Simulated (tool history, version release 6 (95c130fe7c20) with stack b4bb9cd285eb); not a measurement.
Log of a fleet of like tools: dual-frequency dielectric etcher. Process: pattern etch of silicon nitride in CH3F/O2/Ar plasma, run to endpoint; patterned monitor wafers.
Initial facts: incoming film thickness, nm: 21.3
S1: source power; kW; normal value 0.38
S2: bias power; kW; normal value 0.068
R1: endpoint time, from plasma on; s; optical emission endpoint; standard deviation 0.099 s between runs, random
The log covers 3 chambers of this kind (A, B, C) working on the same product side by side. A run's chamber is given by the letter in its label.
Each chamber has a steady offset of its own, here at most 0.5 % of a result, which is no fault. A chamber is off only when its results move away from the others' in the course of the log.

Run 1C, hour 5: usual settings. Result: R1 32.011 s.
Run 2A, hour 10.1: usual settings. Result: R1 32.026 s.
Run 3B, hour 15.5: usual settings. Result: R1 32.25 s.
Run 4A, hour 20.1: usual settings. Result: R1 32.027 s.
Run 5B, hour 28.1: usual settings. Result: R1 32.072 s.
Run 6C, hour 36: usual settings. Result: R1 32.06 s.
Run 7C, hour 42.3: usual settings. Result: R1 32.036 s.
Run 8B, hour 49.1: usual settings. Result: R1 32.063 s.
Run 9A, hour 58.2: usual settings. Result: R1 32.248 s.
Run 10A, hour 67.7: usual settings. Result: R1 32.067 s.
Run 11C, hour 76: usual settings but S1 0.41 kW, S2 0.083 kW. Result: R1 28.838 s.
Run 12B, hour 86.1: usual settings but S1 0.41 kW, S2 0.083 kW. Result: R1 29.106 s.
Run 13A, hour 94.4: usual settings but S1 0.41 kW, S2 0.083 kW. Result: R1 29.106 s.
Run 14B, hour 100.2: usual settings. Result: R1 32.061 s.
Run 15C, hour 110.1: usual settings. Result: R1 31.641 s.
Run 16A, hour 120.3: usual settings. Result: R1 32.231 s.
Run 17B, hour 130.3: usual settings. Result: R1 32.183 s.
Run 18C, hour 136.9: usual settings. Result: R1 31.619 s.
Run 19A, hour 142.5: usual settings. Result: R1 32.283 s.
Run 20C, hour 151: usual settings. Result: R1 31.416 s.
Run 21B, hour 160.6: usual settings. Result: R1 32.197 s.
Run 22A, hour 167.9: usual settings but S1 0.32 kW, S2 0.056 kW. Result: R1 36.709 s.
Run 23C, hour 172.7: usual settings but S1 0.32 kW, S2 0.056 kW. Result: R1 35.87 s.
Run 24B, hour 181: usual settings but S1 0.32 kW, S2 0.056 kW. Result: R1 36.56 s.
Run 25A, hour 186.5: usual settings. Result: R1 31.975 s.
At hour 191.2: chamber B: wet clean of the chamber.
Run 26C, hour 196.4: usual settings. Result: R1 31.446 s.
Run 27B, hour 205.7: usual settings. Result: R1 32.036 s.
At hour 211.8: chamber C: bias power generator calibrated.
Run 28C, hour 214.7: usual settings. Result: R1 31.052 s.
Run 29B, hour 224.9: usual settings. Result: R1 32.226 s.
Run 30A, hour 231.8: usual settings. Result: R1 32.156 s.
Run 31A, hour 239.9: usual settings. Result: R1 32.155 s.
Run 32C, hour 249.9: usual settings. Result: R1 31.191 s.
Run 33B, hour 255.3: usual settings. Result: R1 32.206 s.
Run 34A, hour 265.3: usual settings. Result: R1 32.079 s.
Run 35B, hour 269.7: usual settings but S2 0.052 kW. Result: R1 35.074 s.
Run 36C, hour 278.3: usual settings but S2 0.052 kW. Result: R1 33.688 s.
Run 37C, hour 284.9: usual settings but S2 0.052 kW. Result: R1 33.661 s.
Run 38B, hour 294.2: usual settings. Result: R1 32.164 s.
At hour 294.5: chamber C: source power generator calibrated.
Run 39A, hour 302.5: usual settings. Result: R1 32.152 s.
Run 40C, hour 310.7: usual settings but S1 0.33 kW. Result: R1 32.233 s.
Run 41B, hour 316.3: usual settings but S1 0.33 kW. Result: R1 33.981 s.

One chamber off, gauge drift, or nothing amiss beyond the chambers' own small offsets? If it is a chamber, which one, and what is the likeliest cause?

Little by little, chamber C moves away from the other chambers.
Likeliest cause: etch rate over this chamber's usual, % = 4.12.

Here are 4 candidates for chamber C's next run, each the usual settings with a change, their results left as question marks. Which one brings its results back in line with what the others give on the usual settings?
In line here means within this much of the mean the other chambers give on the usual settings: R1 0.35 s
Run 42C-1, hour 323.6: usual settings but S1 0.42 kW, S2 0.074 kW. Result: R1 ?.
Run 42C-2, hour 323.6: usual settings but S1 0.43 kW. Result: R1 ?.
Run 42C-3, hour 323.6: usual settings but S1 0.34 kW. Result: R1 ?.
Run 42C-4, hour 323.6: usual settings but S1 0.34 kW, S2 0.062 kW. Result: R1 ?.

Other chambers, usual settings, mean: R1 32.13 s
  run      R1
42C-1  28.682
42C-2  29.251
42C-3  32.031
42C-4   33.05
The right change is 42C-3: it brings the chamber back within the allowed miss of the others.

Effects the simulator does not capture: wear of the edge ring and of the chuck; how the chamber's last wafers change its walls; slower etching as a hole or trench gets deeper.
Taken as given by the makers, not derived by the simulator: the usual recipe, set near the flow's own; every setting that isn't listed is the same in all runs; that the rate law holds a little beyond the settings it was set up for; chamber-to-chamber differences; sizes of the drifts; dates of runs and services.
